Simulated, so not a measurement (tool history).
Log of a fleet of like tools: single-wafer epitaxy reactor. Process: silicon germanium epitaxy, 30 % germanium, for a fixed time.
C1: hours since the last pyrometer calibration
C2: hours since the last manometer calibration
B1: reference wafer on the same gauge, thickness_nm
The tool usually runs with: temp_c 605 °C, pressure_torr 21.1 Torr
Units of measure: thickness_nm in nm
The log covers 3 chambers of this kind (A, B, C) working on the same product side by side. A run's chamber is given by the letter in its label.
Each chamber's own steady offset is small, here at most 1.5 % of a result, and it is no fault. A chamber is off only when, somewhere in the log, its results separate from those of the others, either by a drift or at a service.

run 1C hour=8.2 | temp_c=605 pressure_torr=21.1 | C1=755.7 C2=195.3 | B1=78.898 | thickness_nm=65.471
run 2B hour=17.5 | temp_c=605 pressure_torr=21.1 | C1=1404.1 C2=75.3 | B1=78.903 | thickness_nm=65.139
run 3A hour=27.8 | temp_c=605 pressure_torr=21.1 | C1=1632.2 C2=504.2 | B1=78.910 | thickness_nm=65.678
run 4B hour=38.6 | temp_c=605 pressure_torr=21.1 | C1=1425.2 C2=96.4 | B1=78.916 | thickness_nm=65.082
run 5C hour=49.7 | temp_c=605 pressure_torr=21.1 | C1=797.2 C2=236.8 | B1=78.899 | thickness_nm=65.509
run 6A hour=56.8 | temp_c=605 pressure_torr=21.1 | C1=1661.2 C2=533.2 | B1=78.902 | thickness_nm=65.463
run 7B hour=69.6 | temp_c=597 pressure_torr=23.3 | C1=1456.2 C2=127.4 | B1=78.888 | thickness_nm=58.667
run 8A hour=78.1 | temp_c=597 pressure_torr=23.3 | C1=1682.5 C2=554.5 | B1=78.927 | thickness_nm=58.759
run 9C hour=85.9 | temp_c=597 pressure_torr=23.3 | C1=833.4 C2=273.0 | B1=78.911 | thickness_nm=58.897
run 10A hour=94.0 | temp_c=605 pressure_torr=26.1 | C1=1698.4 C2=570.4 | B1=78.934 | thickness_nm=71.288
run 11B hour=102.8 | temp_c=605 pressure_torr=26.1 | C1=1489.4 C2=160.6 | B1=78.905 | thickness_nm=71.025
run 12C hour=109.2 | temp_c=605 pressure_torr=26.1 | C1=856.7 C2=296.3 | B1=78.876 | thickness_nm=71.049
run 13C hour=122.4 | temp_c=605 pressure_torr=21.1 | C1=869.9 C2=309.5 | B1=78.862 | thickness_nm=65.394
run 14A hour=132.7 | temp_c=605 pressure_torr=21.1 | C1=1737.1 C2=609.1 | B1=78.884 | thickness_nm=65.622
run 15B hour=138.9 | temp_c=605 pressure_torr=21.1 | C1=1525.5 C2=196.7 | B1=78.883 | thickness_nm=65.448
run 16A hour=145.4 | temp_c=605 pressure_torr=21.1 | C1=1749.8 C2=621.8 | B1=78.903 | thickness_nm=65.161
run 17C hour=156.8 | temp_c=605 pressure_torr=21.1 | C1=904.3 C2=343.9 | B1=78.917 | thickness_nm=66.195
run 18B hour=170.1 | temp_c=605 pressure_torr=21.1 | C1=1556.7 C2=227.9 | B1=78.858 | thickness_nm=65.131
run 19B hour=179.8 | temp_c=605 pressure_torr=21.1 | C1=1566.4 C2=237.6 | B1=78.886 | thickness_nm=65.156
run 20C hour=193.0 | temp_c=605 pressure_torr=17.2 | C1=940.5 C2=380.1 | B1=78.902 | thickness_nm=60.893
run 21A hour=204.3 | temp_c=605 pressure_torr=17.2 | C1=1808.7 C2=680.7 | B1=78.906 | thickness_nm=60.407
run 22C hour=211.6 | temp_c=605 pressure_torr=17.2 | C1=959.1 C2=398.7 | B1=78.889 | thickness_nm=61.405
run 23B hour=223.9 | temp_c=605 pressure_torr=21.1 | C1=1610.5 C2=281.7 | B1=78.921 | thickness_nm=64.996
run 24A hour=235.2 | temp_c=605 pressure_torr=21.1 | C1=1839.6 C2=711.6 | B1=78.925 | thickness_nm=65.512
run 25A hour=244.5 | temp_c=605 pressure_torr=21.1 | C1=1848.9 C2=720.9 | B1=78.925 | thickness_nm=65.437
run 26B hour=257.3 | temp_c=605 pressure_torr=21.1 | C1=1643.9 C2=315.1 | B1=78.891 | thickness_nm=65.383

One chamber off, gauge drift, or nothing amiss beyond the chambers' own small offsets? If it is a chamber, which one, and what is the likeliest cause?

Chamber C drifts away from the others.
Likeliest cause: true pressure above the setpoint (%) = 7.36.
From this log alone, it may not be told apart from: wafer temperature above the value expected at the setpoint (K).

Below are 4 candidate recipes for chamber C's next run, each the usual settings with a change, their results shown as question marks. Which of them brings C's results back in line with what the other chambers give on the usual settings?
In line here means within this much of the mean the other chambers give on the usual settings: thickness_nm 0.630 nm
run 27C-1 hour=267.3 | temp_c=605 pressure_torr=22.6 | thickness_nm=?
run 27C-2 hour=267.3 | temp_c=605 pressure_torr=21.7 | thickness_nm=?
run 27C-3 hour=267.3 | temp_c=605 pressure_torr=19.6 | thickness_nm=?
run 27C-4 hour=267.3 | temp_c=605 pressure_torr=20.5 | thickness_nm=?

The other chambers' mean on the usual settings: thickness_nm 65.316 nm
run=27C-1 thickness_nm=69.037
run=27C-2 thickness_nm=67.926
run=27C-3 thickness_nm=65.223
run=27C-4 thickness_nm=66.402
The answer is 27C-3, which returns the chamber to within the allowed miss of the others.

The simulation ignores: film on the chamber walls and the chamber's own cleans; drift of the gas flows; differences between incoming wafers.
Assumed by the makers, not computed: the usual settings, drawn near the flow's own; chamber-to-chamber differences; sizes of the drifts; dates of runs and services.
